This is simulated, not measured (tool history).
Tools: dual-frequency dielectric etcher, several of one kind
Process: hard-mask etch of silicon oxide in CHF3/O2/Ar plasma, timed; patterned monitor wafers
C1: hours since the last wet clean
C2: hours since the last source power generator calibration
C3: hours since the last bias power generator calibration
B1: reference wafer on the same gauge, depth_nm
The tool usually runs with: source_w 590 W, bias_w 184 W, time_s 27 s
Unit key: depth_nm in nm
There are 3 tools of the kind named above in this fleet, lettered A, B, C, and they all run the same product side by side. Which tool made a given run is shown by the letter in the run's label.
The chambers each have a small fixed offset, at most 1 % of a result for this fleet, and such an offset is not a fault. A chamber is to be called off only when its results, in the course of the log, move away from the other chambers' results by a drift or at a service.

Run 1B, hour 3.5: usual settings; C1 404.1; C2 1770.3; C3 1476; B1 57.407. Result: depth_nm 53.107 nm.
Run 2C, hour 6.9: usual settings; C1 184.4; C2 596.5; C3 1709.1; B1 57.348. Result: depth_nm 53.168 nm.
Run 3A, hour 10.9: usual settings; C1 14.9; C2 483.1; C3 1358.4; B1 57.374. Result: depth_nm 53.725 nm.
Run 4C, hour 16.8: usual settings; C1 194.3; C2 606.4; C3 1719; B1 57.385. Result: depth_nm 52.698 nm.
Run 5A, hour 20.5: usual settings; C1 24.5; C2 492.7; C3 1368; B1 57.368. Result: depth_nm 53.555 nm.
Run 6B, hour 23.6: usual settings; C1 424.2; C2 1790.4; C3 1496.1; B1 57.417. Result: depth_nm 53.001 nm.
Run 7B, hour 28.2: usual settings; C1 428.8; C2 1795; C3 1500.7; B1 57.432. Result: depth_nm 53.12 nm.
Run 8A, hour 34.2: usual settings; C1 38.2; C2 506.4; C3 1381.7; B1 57.419. Result: depth_nm 53.696 nm.
Run 9C, hour 39.8: usual settings; C1 217.3; C2 629.4; C3 1742; B1 57.441. Result: depth_nm 52.787 nm.
Run 10A, hour 46: usual settings; C1 50; C2 518.2; C3 1393.5; B1 57.404. Result: depth_nm 53.483 nm.
Run 11B, hour 49.4: usual settings; C1 450; C2 1816.2; C3 1521.9; B1 57.426. Result: depth_nm 53.14 nm.
Run 12C, hour 52.6: usual settings; C1 230.1; C2 642.2; C3 1754.8; B1 57.381. Result: depth_nm 53.203 nm.
Run 13A, hour 57.3: usual settings; C1 61.3; C2 529.5; C3 1404.8; B1 57.454. Result: depth_nm 53.803 nm.
Run 14B, hour 60.2: usual settings but source_w 640 W; C1 460.8; C2 1827; C3 1532.7; B1 57.404. Result: depth_nm 54.668 nm.
Run 15C, hour 63.4: usual settings but source_w 640 W; C1 240.9; C2 653; C3 1765.6; B1 57.344. Result: depth_nm 54.223 nm.
Run 16A, hour 67.1: usual settings but source_w 640 W; C1 71.1; C2 539.3; C3 1414.6; B1 57.408. Result: depth_nm 55.2 nm.
Run 17B, hour 73: usual settings; C1 473.6; C2 1839.8; C3 1545.5; B1 57.397. Result: depth_nm 53.174 nm.
At hour 73.1: chamber B: wet clean of the chamber.
Run 18C, hour 79: usual settings but source_w 540 W, time_s 30.5 s; C1 256.5; C2 668.6; C3 1781.2; B1 57.412. Result: depth_nm 57.486 nm.
Run 19C, hour 83.7: usual settings but source_w 540 W, time_s 30.5 s; C1 261.2; C2 673.3; C3 1785.9; B1 57.383. Result: depth_nm 56.969 nm.
Run 20B, hour 87.4: usual settings but source_w 540 W, time_s 30.5 s; C1 14.3; C2 1854.2; C3 1559.9; B1 57.46. Result: depth_nm 57.682 nm.
Run 21A, hour 92.6: usual settings; C1 96.6; C2 564.8; C3 1440.1; B1 57.413. Result: depth_nm 53.567 nm.
Run 22A, hour 98.7: usual settings but source_w 540 W; C1 102.7; C2 570.9; C3 1446.2; B1 57.422. Result: depth_nm 51.9 nm.
Run 23C, hour 104.4: usual settings but source_w 540 W; C1 281.9; C2 694; C3 1806.6; B1 57.414. Result: depth_nm 50.399 nm.
Run 24B, hour 107.9: usual settings but source_w 540 W; C1 34.8; C2 1874.7; C3 1580.4; B1 57.37. Result: depth_nm 51.093 nm.
Run 25C, hour 114: usual settings; C1 291.5; C2 703.6; C3 1816.2; B1 57.421. Result: depth_nm 52.002 nm.
Run 26A, hour 117.3: usual settings; C1 121.3; C2 589.5; C3 1464.8; B1 57.398. Result: depth_nm 53.7 nm.
Run 27B, hour 122.8: usual settings; C1 49.7; C2 1889.6; C3 1595.3; B1 57.383. Result: depth_nm 53.113 nm.
Run 28B, hour 128.4: usual settings; C1 55.3; C2 1895.2; C3 1600.9; B1 57.408. Result: depth_nm 53.217 nm.
Run 29C, hour 131.4: usual settings but bias_w 150 W; C1 308.9; C2 721; C3 1833.6; B1 57.443. Result: depth_nm 48.606 nm.
Run 30A, hour 134.2: usual settings but bias_w 150 W; C1 138.2; C2 606.4; C3 1481.7; B1 57.405. Result: depth_nm 50.191 nm.
Run 31C, hour 139.8: usual settings but bias_w 150 W; C1 317.3; C2 729.4; C3 1842; B1 57.358. Result: depth_nm 48.527 nm.
Run 32A, hour 144.4: usual settings; C1 148.4; C2 616.6; C3 1491.9; B1 57.395. Result: depth_nm 53.587 nm.
Run 33B, hour 148.6: usual settings; C1 75.5; C2 1915.4; C3 1621.1; B1 57.412. Result: depth_nm 53.103 nm.

All chambers now run identical settings, listed one chamber a line with results as question marks. What results will each chamber show?
Run 34A, hour 153.1: usual settings. Result: depth_nm ?.
Run 34B, hour 153.1: usual settings. Result: depth_nm ?.
Run 34C, hour 153.1: usual settings. Result: depth_nm ?.

run  depth_nm
34A    53.876
34B    53.195
34C     51.78
